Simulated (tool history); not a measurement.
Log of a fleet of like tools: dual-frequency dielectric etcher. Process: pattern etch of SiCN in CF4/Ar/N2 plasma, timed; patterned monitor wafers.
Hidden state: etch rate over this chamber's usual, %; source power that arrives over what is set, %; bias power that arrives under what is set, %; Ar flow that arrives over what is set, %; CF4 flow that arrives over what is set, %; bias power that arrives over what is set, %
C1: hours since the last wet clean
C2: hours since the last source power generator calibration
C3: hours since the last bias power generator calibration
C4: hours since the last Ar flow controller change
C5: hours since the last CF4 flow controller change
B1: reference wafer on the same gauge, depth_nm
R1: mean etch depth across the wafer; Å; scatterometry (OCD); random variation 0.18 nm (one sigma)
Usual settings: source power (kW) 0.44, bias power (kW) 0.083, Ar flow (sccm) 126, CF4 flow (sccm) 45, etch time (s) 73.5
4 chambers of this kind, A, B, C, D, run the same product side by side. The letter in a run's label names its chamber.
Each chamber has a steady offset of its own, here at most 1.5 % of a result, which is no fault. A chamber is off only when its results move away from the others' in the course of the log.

run 1C hour=4 | source_power_(kW)=0.44 bias_power_(kW)=0.083 Ar_flow_(sccm)=126 CF4_flow_(sccm)=45 etch_time_(s)=73.5 | C1=450.3 C2=1358.7 C3=2867.2 C4=2942.7 C5=2884.6 | B1=48.446 | R1=597.33
run 2D hour=7 | source_power_(kW)=0.44 bias_power_(kW)=0.083 Ar_flow_(sccm)=126 CF4_flow_(sccm)=45 etch_time_(s)=73.5 | C1=307.4 C2=2071.7 C3=3872.6 C4=2895.1 C5=3552.5 | B1=48.454 | R1=589.95
-- hour=7.6 chamber A: wet clean of the chamber
run 3A hour=12.7 | source_power_(kW)=0.44 bias_power_(kW)=0.083 Ar_flow_(sccm)=126 CF4_flow_(sccm)=45 etch_time_(s)=73.5 | C1=5.2 C2=1629.1 C3=874.6 C4=4773.7 C5=5019.9 | B1=48.44 | R1=586.35
run 4B hour=15.7 | source_power_(kW)=0.44 bias_power_(kW)=0.083 Ar_flow_(sccm)=126 CF4_flow_(sccm)=45 etch_time_(s)=73.5 | C1=510 C2=1147 C3=1642 C4=2756.2 C5=305.4 | B1=48.492 | R1=593.82
run 5A hour=21.1 | source_power_(kW)=0.44 bias_power_(kW)=0.083 Ar_flow_(sccm)=126 CF4_flow_(sccm)=45 etch_time_(s)=73.5 | C1=13.6 C2=1637.5 C3=883 C4=4782.1 C5=5028.3 | B1=48.518 | R1=584.14
-- hour=26.1 chamber B: wet clean of the chamber
run 6C hour=27.3 | source_power_(kW)=0.44 bias_power_(kW)=0.083 Ar_flow_(sccm)=126 CF4_flow_(sccm)=45 etch_time_(s)=73.5 | C1=473.6 C2=1382 C3=2890.5 C4=2966 C5=2907.9 | B1=48.528 | R1=596.43
run 7D hour=32.4 | source_power_(kW)=0.44 bias_power_(kW)=0.083 Ar_flow_(sccm)=126 CF4_flow_(sccm)=45 etch_time_(s)=73.5 | C1=332.8 C2=2097.1 C3=3898 C4=2920.5 C5=3577.9 | B1=48.536 | R1=586.65
run 8B hour=38 | source_power_(kW)=0.44 bias_power_(kW)=0.083 Ar_flow_(sccm)=126 CF4_flow_(sccm)=45 etch_time_(s)=73.5 | C1=11.9 C2=1169.3 C3=1664.3 C4=2778.5 C5=327.7 | B1=48.498 | R1=591.68
run 9B hour=42.6 | source_power_(kW)=0.44 bias_power_(kW)=0.083 Ar_flow_(sccm)=126 CF4_flow_(sccm)=45 etch_time_(s)=73.5 | C1=16.5 C2=1173.9 C3=1668.9 C4=2783.1 C5=332.3 | B1=48.512 | R1=593.28
run 10A hour=46 | source_power_(kW)=0.44 bias_power_(kW)=0.083 Ar_flow_(sccm)=126 CF4_flow_(sccm)=41 etch_time_(s)=73.5 | C1=38.5 C2=1662.4 C3=907.9 C4=4807 C5=5053.2 | B1=48.492 | R1=580.76
run 11C hour=52.2 | source_power_(kW)=0.44 bias_power_(kW)=0.083 Ar_flow_(sccm)=126 CF4_flow_(sccm)=41 etch_time_(s)=73.5 | C1=498.5 C2=1406.9 C3=2915.4 C4=2990.9 C5=2932.8 | B1=48.533 | R1=584.42
run 12D hour=57 | source_power_(kW)=0.44 bias_power_(kW)=0.083 Ar_flow_(sccm)=126 CF4_flow_(sccm)=41 etch_time_(s)=73.5 | C1=357.4 C2=2121.7 C3=3922.6 C4=2945.1 C5=3602.5 | B1=48.508 | R1=577.74
run 13C hour=60.5 | source_power_(kW)=0.44 bias_power_(kW)=0.083 Ar_flow_(sccm)=126 CF4_flow_(sccm)=41 etch_time_(s)=73.5 | C1=506.8 C2=1415.2 C3=2923.7 C4=2999.2 C5=2941.1 | B1=48.462 | R1=587.1
run 14B hour=65.2 | source_power_(kW)=0.55 bias_power_(kW)=0.083 Ar_flow_(sccm)=126 CF4_flow_(sccm)=54 etch_time_(s)=73.5 | C1=39.1 C2=1196.5 C3=1691.5 C4=2805.7 C5=354.9 | B1=48.538 | R1=741.03
run 15D hour=68.3 | source_power_(kW)=0.55 bias_power_(kW)=0.083 Ar_flow_(sccm)=126 CF4_flow_(sccm)=54 etch_time_(s)=73.5 | C1=368.7 C2=2133 C3=3933.9 C4=2956.4 C5=3613.8 | B1=48.508 | R1=740.72
run 16A hour=74.4 | source_power_(kW)=0.55 bias_power_(kW)=0.083 Ar_flow_(sccm)=126 CF4_flow_(sccm)=54 etch_time_(s)=73.5 | C1=66.9 C2=1690.8 C3=936.3 C4=4835.4 C5=5081.6 | B1=48.455 | R1=730.41
run 17C hour=79.1 | source_power_(kW)=0.55 bias_power_(kW)=0.083 Ar_flow_(sccm)=126 CF4_flow_(sccm)=54 etch_time_(s)=73.5 | C1=525.4 C2=1433.8 C3=2942.3 C4=3017.8 C5=2959.7 | B1=48.522 | R1=741.74
run 18A hour=85.1 | source_power_(kW)=0.44 bias_power_(kW)=0.083 Ar_flow_(sccm)=126 CF4_flow_(sccm)=45 etch_time_(s)=73.5 | C1=77.6 C2=1701.5 C3=947 C4=4846.1 C5=5092.3 | B1=48.524 | R1=585.02
run 19B hour=89.7 | source_power_(kW)=0.44 bias_power_(kW)=0.083 Ar_flow_(sccm)=126 CF4_flow_(sccm)=39 etch_time_(s)=73.5 | C1=63.6 C2=1221 C3=1716 C4=2830.2 C5=379.4 | B1=48.509 | R1=581.58
run 20D hour=94.1 | source_power_(kW)=0.44 bias_power_(kW)=0.083 Ar_flow_(sccm)=126 CF4_flow_(sccm)=39 etch_time_(s)=73.5 | C1=394.5 C2=2158.8 C3=3959.7 C4=2982.2 C5=3639.6 | B1=48.521 | R1=574.99
run 21A hour=100.3 | source_power_(kW)=0.44 bias_power_(kW)=0.083 Ar_flow_(sccm)=126 CF4_flow_(sccm)=39 etch_time_(s)=73.5 | C1=92.8 C2=1716.7 C3=962.2 C4=4861.3 C5=5107.5 | B1=48.518 | R1=573.25
run 22C hour=104 | source_power_(kW)=0.44 bias_power_(kW)=0.083 Ar_flow_(sccm)=126 CF4_flow_(sccm)=39 etch_time_(s)=73.5 | C1=550.3 C2=1458.7 C3=2967.2 C4=3042.7 C5=2984.6 | B1=48.512 | R1=581.29
run 23B hour=109.6 | source_power_(kW)=0.44 bias_power_(kW)=0.083 Ar_flow_(sccm)=126 CF4_flow_(sccm)=45 etch_time_(s)=73.5 | C1=83.5 C2=1240.9 C3=1735.9 C4=2850.1 C5=399.3 | B1=48.502 | R1=592.95
run 24D hour=115.9 | source_power_(kW)=0.44 bias_power_(kW)=0.083 Ar_flow_(sccm)=126 CF4_flow_(sccm)=45 etch_time_(s)=73.5 | C1=416.3 C2=2180.6 C3=3981.5 C4=3004 C5=3661.4 | B1=48.502 | R1=588.17

All 4 chambers run these settings next. Forecast each chamber's results:
run 25A hour=120.5 | source_power_(kW)=0.44 bias_power_(kW)=0.083 Ar_flow_(sccm)=126 CF4_flow_(sccm)=45 etch_time_(s)=73.5 | R1=?
run 25B hour=120.5 | source_power_(kW)=0.44 bias_power_(kW)=0.083 Ar_flow_(sccm)=126 CF4_flow_(sccm)=45 etch_time_(s)=73.5 | R1=?
run 25C hour=120.5 | source_power_(kW)=0.44 bias_power_(kW)=0.083 Ar_flow_(sccm)=126 CF4_flow_(sccm)=45 etch_time_(s)=73.5 | R1=?
run 25D hour=120.5 | source_power_(kW)=0.44 bias_power_(kW)=0.083 Ar_flow_(sccm)=126 CF4_flow_(sccm)=45 etch_time_(s)=73.5 | R1=?

run=25A R1=587.73
run=25B R1=590.85
run=25C R1=597.74
run=25D R1=587.39
